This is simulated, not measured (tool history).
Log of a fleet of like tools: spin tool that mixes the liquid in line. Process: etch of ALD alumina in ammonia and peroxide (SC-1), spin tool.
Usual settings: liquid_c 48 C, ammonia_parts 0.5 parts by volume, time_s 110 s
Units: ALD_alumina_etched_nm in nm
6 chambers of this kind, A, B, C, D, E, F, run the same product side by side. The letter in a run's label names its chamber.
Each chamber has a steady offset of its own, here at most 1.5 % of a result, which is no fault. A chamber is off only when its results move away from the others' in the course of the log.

run	hour	liquid_c	ammonia_parts	time_s	read-back film thickness of the ALD alumina reference wafer, read on the same gauge (nm)	ALD_alumina_etched_nm
1B	10.5	48	0.5	110	130.01	5.3752
2F	21.8	48	0.5	110	130.00	5.4403
3E	33.9	48	0.5	110	130.00	5.3532
4D	42.8	48	0.5	110	129.97	5.3506
5C	55.6	48	0.5	110	130.01	5.3501
6A	70.6	48	0.5	110	130.04	5.3326
7D	83.7	48	0.5	110	130.02	5.3602
# hour 87.3: chamber E: new drum of ammonia solution connected
# hour 92.0: chamber D: new drum of ammonia solution connected
8B	93.0	48	0.5	110	130.00	5.3296
9C	101.2	48	0.5	70	130.01	3.4248
10A	108.0	48	0.5	70	129.99	3.3861
11E	117.2	48	0.5	70	130.01	3.4003
# hour 120.5: chamber D: ammonia flow meter replaced
12F	130.0	48	0.5	70	130.02	3.4161
13A	140.3	48	0.5	70	130.00	3.3723
14D	150.9	48	0.5	70	129.99	3.4079
15C	163.0	48	0.5	110	130.01	5.4139
16B	172.1	48	0.5	110	130.00	5.3008
17E	182.3	48	0.5	110	129.99	5.3222
18F	196.6	48	0.5	110	130.01	5.3658
19B	208.6	48	0.5	110	130.02	5.2257
# hour 209.1: chamber B: new drum of ammonia solution connected
# hour 215.6: chamber F: thermometer replaced
20A	216.1	48	0.5	110	130.05	5.3472
21F	225.1	48	0.5	110	130.01	5.3764
22E	232.8	48	0.5	110	130.04	5.3752
# hour 242.6: chamber B: thermometer replaced
23D	246.8	48	0.5	110	130.01	5.3386
24C	261.2	48	0.5	110	130.03	5.4097
25C	270.5	48	0.5	110	130.04	5.4054
26E	280.7	48	0.5	110	130.01	5.3169
# hour 283.5: chamber C: new drum of ammonia solution connected
27D	295.5	48	0.5	110	130.00	5.3028
# hour 297.4: chamber E: thermometer replaced
# hour 302.0: chamber B: ammonia flow meter replaced
# hour 306.1: chamber A: new drum of ammonia solution connected
28A	308.9	48	0.5	110	130.02	5.3825
29F	316.4	48	0.5	110	129.96	5.4072
30B	323.3	48	0.5	110	129.98	5.0408
31D	330.8	48	0.5	110	130.02	5.3191
# hour 334.9: chamber C: ammonia flow meter replaced
32B	337.6	48	0.5	110	129.98	4.9989
33F	347.6	48	0.5	110	129.98	5.3768
34A	358.8	48	0.5	110	130.00	5.3381
35E	373.1	48	0.5	110	130.03	5.3898
36C	387.6	48	0.5	110	130.02	5.4509

All 6 chambers run these settings next. Forecast each chamber's results:
37A	398.6	48	0.5	110		?
37B	398.6	48	0.5	110		?
37C	398.6	48	0.5	110		?
37D	398.6	48	0.5	110		?
37E	398.6	48	0.5	110		?
37F	398.6	48	0.5	110		?

run	ALD_alumina_etched_nm
37A	5.3058
37B	4.9138
37C	5.4296
37D	5.3365
37E	5.3380
37F	5.3866
